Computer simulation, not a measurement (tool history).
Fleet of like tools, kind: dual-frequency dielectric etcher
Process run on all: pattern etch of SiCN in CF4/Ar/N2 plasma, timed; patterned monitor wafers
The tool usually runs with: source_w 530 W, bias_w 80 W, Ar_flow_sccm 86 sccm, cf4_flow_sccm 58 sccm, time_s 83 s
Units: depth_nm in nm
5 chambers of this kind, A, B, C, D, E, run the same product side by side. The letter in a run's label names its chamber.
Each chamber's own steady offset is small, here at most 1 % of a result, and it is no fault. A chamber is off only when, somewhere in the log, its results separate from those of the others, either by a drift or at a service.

run,day,source_w,bias_w,Ar_flow_sccm,cf4_flow_sccm,time_s,hours since the last wet clean,hours since the last source power generator calibration,hours since the last bias power generator calibration,hours since the last Ar flow controller change,hours since the last CF4 flow controller change,"read-back reference wafer on the same gauge, depth_nm",depth_nm
1A,0.388,530,80,86,58,83,300.1,2250.9,3540.2,1095.7,1373.3,68.784,84.778
2E,0.712,530,80,86,58,83,478.4,2005.8,1807.7,3394.3,3165.5,68.817,84.473
3B,1.108,530,80,86,58,83,53.1,1425.3,1104.6,2365.5,473.7,68.789,84.439
4D,1.35,530,80,86,58,83,408.1,2069.5,4919.3,837.7,2570,68.797,84.926
# day 1.5: chamber C: wet clean of the chamber
5C,1.854,530,80,86,58,83,8.5,2092.8,1089.6,460.8,2686.1,68.882,85.82
6A,2.338,530,80,86,58,83,346.9,2297.7,3587,1142.5,1420.1,68.751,84.203
# day 2.408: chamber E: wet clean of the chamber
7B,2.646,530,96,86,58,63.5,90,1462.2,1141.5,2402.4,510.6,68.848,69.761
8E,2.892,530,96,86,58,63.5,11.6,2058.1,1860,3446.6,3217.8,68.878,68.663
# day 3.017: chamber D: bias power generator calibrated
9D,3.238,530,96,86,58,63.5,453.4,2114.8,5.3,883,2615.3,68.917,69.098
10C,3.633,530,96,86,58,63.5,51.2,2135.5,1132.3,503.5,2728.8,68.868,70.138
# day 3.921: chamber A: source power generator calibrated
11A,4.158,530,96,86,58,63.5,390.6,5.8,3630.7,1186.2,1463.8,68.706,69.107
12C,4.538,530,80,86,58,83,72.9,2157.2,1154,525.2,2750.5,68.768,85.789
13D,5.058,530,80,86,58,83,497.1,2158.5,49,926.7,2659,68.86,85.445
14E,5.308,530,80,86,58,83,69.6,2116.1,1918,3504.6,3275.8,68.92,84.446
15B,5.717,530,80,86,58,83,163.7,1535.9,1215.2,2476.1,584.3,68.815,86.268
# day 5.771: chamber A: wet clean of the chamber
16D,5.979,530,80,86,58,83,519.2,2180.6,71.1,948.8,2681.1,68.786,85.489
# day 6.15: chamber D: wet clean of the chamber
17E,6.35,530,80,86,58,83,94.6,2141.1,1943,3529.6,3300.8,68.769,83.847
# day 6.529: chamber E: Ar flow controller replaced
18A,6.65,530,80,86,58,83,21.1,65.6,3690.5,1246,1523.6,68.824,85.055
19C,6.9,450,80,86,65,83,129.6,2213.9,1210.7,581.9,2807.2,68.874,75.527
20B,7.208,450,80,86,65,83,199.5,1571.7,1251,2511.9,620.1,68.758,75.981
21A,7.742,450,80,86,65,83,47.3,91.8,3716.7,1272.2,1549.8,68.76,74.033
22D,8.288,450,80,86,65,83,51.3,2236,126.5,1004.2,2736.5,68.917,74.78
23C,8.65,450,80,86,65,83,171.6,2255.9,1252.7,623.9,2849.2,68.841,75.651
24B,9.088,530,80,86,58,83,244.6,1616.8,1296.1,2557,665.2,68.891,86.881
# day 9.196: chamber B: bias power generator calibrated
25E,9.408,530,87,86,58,59.5,168,2214.5,2016.4,69.1,3374.2,68.813,62.971
26C,9.858,530,87,86,58,59.5,200.6,2284.9,1281.7,652.9,2878.2,68.832,63.59
27D,10.375,530,87,86,58,59.5,101.4,2286.1,176.6,1054.3,2786.6,68.724,63.263
28A,10.808,530,87,86,58,59.5,120.9,165.4,3790.3,1345.8,1623.4,68.795,62.817
29B,11.308,530,87,86,58,59.5,297.9,1670.1,50.7,2610.3,718.5,68.798,64.94
30E,11.567,530,80,86,58,83,219.8,2266.3,2068.2,120.9,3426,68.784,84.664
31E,11.979,530,80,86,58,83,229.7,2276.2,2078.1,130.8,3435.9,68.846,84.744
32D,12.442,530,80,86,58,83,151,2335.7,226.2,1103.9,2836.2,68.769,85.215
33B,12.946,530,80,86,58,83,337.2,1709.4,90,2649.6,757.8,68.781,88.032
34A,13.458,530,80,86,58,83,184.5,229,3853.9,1409.4,1687,68.774,84.353
35C,13.933,530,80,86,58,83,298.4,2382.7,1379.5,750.7,2976,68.826,85.737
# day 14.288: chamber E: bias power generator calibrated
36E,14.321,530,80,86,58,83,285.9,2332.4,0.8,187,3492.1,68.795,85.306
37A,14.779,530,80,86,58,83,216.2,260.7,3885.6,1441.1,1718.7,68.805,84.563
38B,15.046,530,80,86,58,83,387.6,1759.8,140.4,2700,808.2,68.795,87.638
39C,15.442,530,80,86,58,83,334.6,2418.9,1415.7,786.9,3012.2,68.728,86.205
40D,15.708,530,80,86,58,83,229.4,2414.1,304.6,1182.3,2914.6,68.837,85.652

Does one chamber stand apart from the rest, does the shared gauge drift, or is all well apart from small per-chamber offsets? Give the chamber and the most likely cause, where there is one.

Chamber B drifts away from the others.
Cause: source power that arrives over what is set, % = 3.99.
The log may not tell that from: etch rate over this chamber's usual, %.

Below are 4 candidate recipes for chamber B's next run, each the usual settings with a change, their results shown as question marks. Which of them brings B's results back in line with what the other chambers give on the usual settings?
Maximum distance from the other chambers' mean on the usual settings for a result to count as in line: depth_nm 1.7 nm
41B-1,16.1,580,80,86,59,83,,,,,,,?
41B-2,16.1,540,80,86,58,85,,,,,,,?
41B-3,16.1,510,79,87,58,83,,,,,,,?
41B-4,16.1,510,79,86,58,79,,,,,,,?

Other chambers, usual settings, mean: depth_nm 85.075 nm
run,depth_nm
41B-1,96.181
41B-2,92.258
41B-3,85.147
41B-4,81.186
The right change is 41B-3: it brings the chamber back within the allowed miss of the others.
